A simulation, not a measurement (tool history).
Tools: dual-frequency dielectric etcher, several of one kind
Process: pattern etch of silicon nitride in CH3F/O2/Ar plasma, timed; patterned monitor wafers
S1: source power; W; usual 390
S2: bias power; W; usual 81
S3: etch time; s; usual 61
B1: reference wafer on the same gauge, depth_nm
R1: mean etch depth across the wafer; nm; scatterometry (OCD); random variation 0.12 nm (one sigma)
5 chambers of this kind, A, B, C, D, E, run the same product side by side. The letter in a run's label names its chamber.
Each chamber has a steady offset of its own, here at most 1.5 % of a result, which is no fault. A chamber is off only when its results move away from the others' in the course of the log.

Run 1D, hour 12.8: usual settings; B1 45.010. Result: R1 43.523 nm.
Run 2B, hour 23.8: usual settings; B1 44.998. Result: R1 43.676 nm.
At hour 24.1: chamber D: wet clean of the chamber.
Run 3E, hour 31.4: usual settings; B1 45.018. Result: R1 44.005 nm.
Run 4C, hour 43.7: usual settings; B1 44.965. Result: R1 44.305 nm.
Run 5A, hour 50.8: usual settings; B1 45.026. Result: R1 44.394 nm.
Run 6A, hour 60.6: usual settings; B1 44.992. Result: R1 44.312 nm.
Run 7D, hour 75.5: usual settings; B1 45.032. Result: R1 43.740 nm.
Run 8C, hour 85.2: usual settings; B1 44.996. Result: R1 44.415 nm.
Run 9B, hour 92.0: usual settings; B1 44.994. Result: R1 43.673 nm.
At hour 97.0: chamber A: wet clean of the chamber.
Run 10E, hour 103.1: usual settings; B1 45.008. Result: R1 43.856 nm.
Run 11A, hour 112.9: usual settings; B1 45.003. Result: R1 44.248 nm.
Run 12E, hour 124.1: usual settings; B1 45.002. Result: R1 43.879 nm.
Run 13C, hour 131.9: usual settings; B1 44.992. Result: R1 44.496 nm.
Run 14B, hour 141.7: usual settings; B1 45.048. Result: R1 43.495 nm.
At hour 146.5: chamber A: bias power generator calibrated.
Run 15D, hour 152.5: usual settings; B1 45.021. Result: R1 43.937 nm.
At hour 157.5: chamber B: wet clean of the chamber.
Run 16E, hour 164.8: usual settings; B1 44.984. Result: R1 43.909 nm.
Run 17A, hour 175.3: usual settings; B1 44.959. Result: R1 44.098 nm.
Run 18D, hour 184.9: usual settings; B1 44.999. Result: R1 43.647 nm.
Run 19C, hour 198.7: usual settings but S3 79 s; B1 44.974. Result: R1 57.232 nm.
Run 20B, hour 208.6: usual settings but S3 79 s; B1 44.989. Result: R1 55.070 nm.
Run 21E, hour 224.1: usual settings but S3 79 s; B1 44.987. Result: R1 56.896 nm.
Run 22A, hour 237.5: usual settings but S3 79 s; B1 45.006. Result: R1 57.487 nm.
Run 23D, hour 251.8: usual settings but S3 79 s; B1 45.016. Result: R1 56.726 nm.
Run 24C, hour 259.7: usual settings but S1 480 W, S2 91 W; B1 44.984. Result: R1 50.025 nm.
Run 25B, hour 274.5: usual settings but S1 480 W, S2 91 W; B1 45.006. Result: R1 47.751 nm.
At hour 284.9: chamber E: wet clean of the chamber.
Run 26C, hour 288.1: usual settings but S1 480 W, S2 91 W; B1 44.975. Result: R1 50.163 nm.
Run 27E, hour 303.3: usual settings but S1 480 W, S2 91 W; B1 45.008. Result: R1 49.153 nm.
Run 28D, hour 314.8: usual settings but S1 480 W, S2 91 W; B1 44.988. Result: R1 49.490 nm.
Run 29B, hour 326.4: usual settings; B1 45.013. Result: R1 42.729 nm.
Run 30A, hour 341.9: usual settings; B1 44.966. Result: R1 44.381 nm.

What goes on in this fleet: one chamber off, a drifting gauge, or nothing beyond the chambers' own small offsets? Name the chamber and the cause, if any.

A service left chamber B off against the others.
Cause: etch rate under this chamber's usual, % = 2.61.

Here are 4 candidates for chamber B's next run, each the usual settings with a change, their results left as question marks. Which one brings its results back in line with what the others give on the usual settings?
In line means no further than this from the other chambers' mean on the usual settings: R1 0.420 nm
Run 31B-1, hour 353.1: usual settings but S3 63.5 s. Result: R1 ?.
Run 31B-2, hour 353.1: usual settings but S2 80 W, S3 57.0 s. Result: R1 ?.
Run 31B-3, hour 353.1: usual settings but S1 400 W, S2 82 W, S3 65.0 s. Result: R1 ?.
Run 31B-4, hour 353.1: usual settings but S2 80 W, S3 59.0 s. Result: R1 ?.

The other chambers' mean on the usual settings: R1 44.115 nm
  run      R1
31B-1  44.193
31B-2  39.499
31B-3  45.862
31B-4  40.885
31B-1 brings the chamber back in line.

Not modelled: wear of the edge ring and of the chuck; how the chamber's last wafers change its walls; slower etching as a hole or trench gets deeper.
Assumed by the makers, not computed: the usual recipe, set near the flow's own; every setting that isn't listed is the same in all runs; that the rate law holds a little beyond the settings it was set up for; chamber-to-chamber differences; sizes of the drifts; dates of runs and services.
